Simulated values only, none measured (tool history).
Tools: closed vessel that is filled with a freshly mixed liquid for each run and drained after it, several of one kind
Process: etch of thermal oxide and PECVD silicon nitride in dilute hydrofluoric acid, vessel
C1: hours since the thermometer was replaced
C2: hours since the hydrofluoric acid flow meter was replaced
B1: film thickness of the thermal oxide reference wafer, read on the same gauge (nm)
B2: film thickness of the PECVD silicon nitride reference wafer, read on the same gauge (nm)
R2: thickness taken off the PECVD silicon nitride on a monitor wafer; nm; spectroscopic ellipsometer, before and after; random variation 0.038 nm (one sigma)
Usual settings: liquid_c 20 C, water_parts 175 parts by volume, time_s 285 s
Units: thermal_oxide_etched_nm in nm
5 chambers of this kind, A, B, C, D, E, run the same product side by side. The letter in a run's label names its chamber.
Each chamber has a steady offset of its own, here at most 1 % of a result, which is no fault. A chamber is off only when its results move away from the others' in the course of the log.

At hour 3.1: chamber A: thermometer replaced.
Run 1C, hour 4.8: usual settings; C1 545.0; C2 349.9; B1 40.011; B2 80.012. Result: thermal_oxide_etched_nm 5.8990 nm, R2 7.1745 nm.
Run 2B, hour 15.0: usual settings; C1 1770.8; C2 790.5; B1 40.005; B2 80.010. Result: thermal_oxide_etched_nm 5.8567 nm, R2 7.0999 nm.
Run 3E, hour 24.1: usual settings; C1 1403.2; C2 1194.0; B1 40.007; B2 80.026. Result: thermal_oxide_etched_nm 5.8690 nm, R2 7.1466 nm.
Run 4D, hour 31.8: usual settings; C1 260.6; C2 1289.7; B1 39.997; B2 79.986. Result: thermal_oxide_etched_nm 5.8971 nm, R2 7.0993 nm.
Run 5A, hour 41.7: usual settings; C1 38.6; C2 1788.1; B1 40.025; B2 79.976. Result: thermal_oxide_etched_nm 5.8400 nm, R2 7.1155 nm.
Run 6A, hour 51.9: usual settings; C1 48.8; C2 1798.3; B1 39.986; B2 79.993. Result: thermal_oxide_etched_nm 5.8293 nm, R2 7.1362 nm.
Run 7C, hour 61.1: usual settings; C1 601.3; C2 406.2; B1 40.007; B2 79.973. Result: thermal_oxide_etched_nm 5.8932 nm, R2 7.1478 nm.
Run 8E, hour 66.0: usual settings; C1 1445.1; C2 1235.9; B1 39.963; B2 79.981. Result: thermal_oxide_etched_nm 5.8749 nm, R2 7.1935 nm.
Run 9B, hour 71.8: usual settings but liquid_c 22 C, water_parts 240 parts by volume; C1 1827.6; C2 847.3; B1 39.989; B2 79.969. Result: thermal_oxide_etched_nm 4.3321 nm, R2 5.9913 nm.
Run 10D, hour 78.4: usual settings but liquid_c 22 C, water_parts 240 parts by volume; C1 307.2; C2 1336.3; B1 40.005; B2 80.021. Result: thermal_oxide_etched_nm 4.3399 nm, R2 5.9539 nm.
Run 11A, hour 87.6: usual settings but liquid_c 22 C, water_parts 240 parts by volume; C1 84.5; C2 1834.0; B1 40.006; B2 80.045. Result: thermal_oxide_etched_nm 4.3086 nm, R2 6.0649 nm.
Run 12B, hour 95.8: usual settings but liquid_c 22 C, water_parts 240 parts by volume; C1 1851.6; C2 871.3; B1 39.997; B2 79.997. Result: thermal_oxide_etched_nm 4.3114 nm, R2 5.9786 nm.
At hour 96.8: chamber D: hydrofluoric acid flow meter replaced.
Run 13D, hour 102.9: usual settings but liquid_c 22 C, water_parts 240 parts by volume; C1 331.7; C2 6.1; B1 40.032; B2 80.003. Result: thermal_oxide_etched_nm 4.3581 nm, R2 5.9710 nm.
Run 14E, hour 109.9: usual settings; C1 1489.0; C2 1279.8; B1 39.991; B2 79.976. Result: thermal_oxide_etched_nm 5.8706 nm, R2 7.1915 nm.
Run 15C, hour 117.2: usual settings; C1 657.4; C2 462.3; B1 40.007; B2 80.040. Result: thermal_oxide_etched_nm 5.8279 nm, R2 7.2012 nm.
Run 16D, hour 126.0: usual settings; C1 354.8; C2 29.2; B1 40.025; B2 79.982. Result: thermal_oxide_etched_nm 5.8688 nm, R2 7.1171 nm.
Run 17C, hour 135.3: usual settings; C1 675.5; C2 480.4; B1 40.014; B2 80.030. Result: thermal_oxide_etched_nm 5.8991 nm, R2 7.1907 nm.
Run 18E, hour 143.8: usual settings; C1 1522.9; C2 1313.7; B1 40.019; B2 80.036. Result: thermal_oxide_etched_nm 5.8740 nm, R2 7.1965 nm.
Run 19A, hour 151.7: usual settings; C1 148.6; C2 1898.1; B1 39.994; B2 79.974. Result: thermal_oxide_etched_nm 5.8118 nm, R2 7.0870 nm.
Run 20B, hour 161.4: usual settings; C1 1917.2; C2 936.9; B1 39.995; B2 79.997. Result: thermal_oxide_etched_nm 5.8732 nm, R2 7.1013 nm.
Run 21A, hour 171.5: usual settings; C1 168.4; C2 1917.9; B1 40.001; B2 80.009. Result: thermal_oxide_etched_nm 5.7920 nm, R2 7.0800 nm.
Run 22C, hour 181.9: usual settings; C1 722.1; C2 527.0; B1 40.017; B2 79.973. Result: thermal_oxide_etched_nm 5.8566 nm, R2 7.1470 nm.
Run 23B, hour 188.4: usual settings; C1 1944.2; C2 963.9; B1 40.005; B2 79.969. Result: thermal_oxide_etched_nm 5.8708 nm, R2 7.0877 nm.
Run 24D, hour 195.7: usual settings; C1 424.5; C2 98.9; B1 40.008; B2 80.027. Result: thermal_oxide_etched_nm 5.8774 nm, R2 7.0552 nm.
Run 25E, hour 204.4: usual settings; C1 1583.5; C2 1374.3; B1 39.994; B2 79.944. Result: thermal_oxide_etched_nm 5.8878 nm, R2 7.1242 nm.
At hour 207.7: chamber C: hydrofluoric acid flow meter replaced.
Run 26A, hour 211.2: usual settings; C1 208.1; C2 1957.6; B1 40.014; B2 79.917. Result: thermal_oxide_etched_nm 5.8504 nm, R2 7.0903 nm.
Run 27E, hour 219.8: usual settings; C1 1598.9; C2 1389.7; B1 39.983; B2 80.021. Result: thermal_oxide_etched_nm 5.8550 nm, R2 7.1827 nm.
Run 28D, hour 227.7: usual settings; C1 456.5; C2 130.9; B1 40.010; B2 80.010. Result: thermal_oxide_etched_nm 5.8587 nm, R2 7.1386 nm.
Run 29B, hour 237.3: usual settings; C1 1993.1; C2 1012.8; B1 39.991; B2 79.993. Result: thermal_oxide_etched_nm 5.8739 nm, R2 7.2196 nm.
Run 30C, hour 247.5: usual settings; C1 787.7; C2 39.9; B1 39.979; B2 80.010. Result: thermal_oxide_etched_nm 5.9178 nm, R2 7.2023 nm.
Run 31B, hour 253.4: usual settings; C1 2009.2; C2 1028.9; B1 40.012; B2 79.987. Result: thermal_oxide_etched_nm 5.8871 nm, R2 7.0472 nm.
Run 32C, hour 260.6: usual settings; C1 800.8; C2 53.0; B1 40.000; B2 80.042. Result: thermal_oxide_etched_nm 5.8801 nm, R2 7.2209 nm.
Run 33A, hour 266.5: usual settings; C1 263.4; C2 2012.9; B1 40.000; B2 80.008. Result: thermal_oxide_etched_nm 5.8459 nm, R2 7.1169 nm.
Run 34D, hour 274.9: usual settings; C1 503.7; C2 178.1; B1 40.001; B2 80.000. Result: thermal_oxide_etched_nm 5.8966 nm, R2 7.0697 nm.
Run 35E, hour 280.0: usual settings; C1 1659.1; C2 1449.9; B1 39.985; B2 79.994. Result: thermal_oxide_etched_nm 5.8409 nm, R2 7.1676 nm.
Run 36E, hour 286.7: usual settings; C1 1665.8; C2 1456.6; B1 40.020; B2 80.039. Result: thermal_oxide_etched_nm 5.8660 nm, R2 7.2666 nm.
Run 37C, hour 294.4: usual settings; C1 834.6; C2 86.8; B1 39.998; B2 79.998. Result: thermal_oxide_etched_nm 5.8916 nm, R2 7.2375 nm.

Is one chamber off against the others, does the gauge drift, or is nothing wrong? If a chamber is off, say which, and what the likeliest cause is.

No chamber stands off beyond its own small offset, and the gauge holds steady.

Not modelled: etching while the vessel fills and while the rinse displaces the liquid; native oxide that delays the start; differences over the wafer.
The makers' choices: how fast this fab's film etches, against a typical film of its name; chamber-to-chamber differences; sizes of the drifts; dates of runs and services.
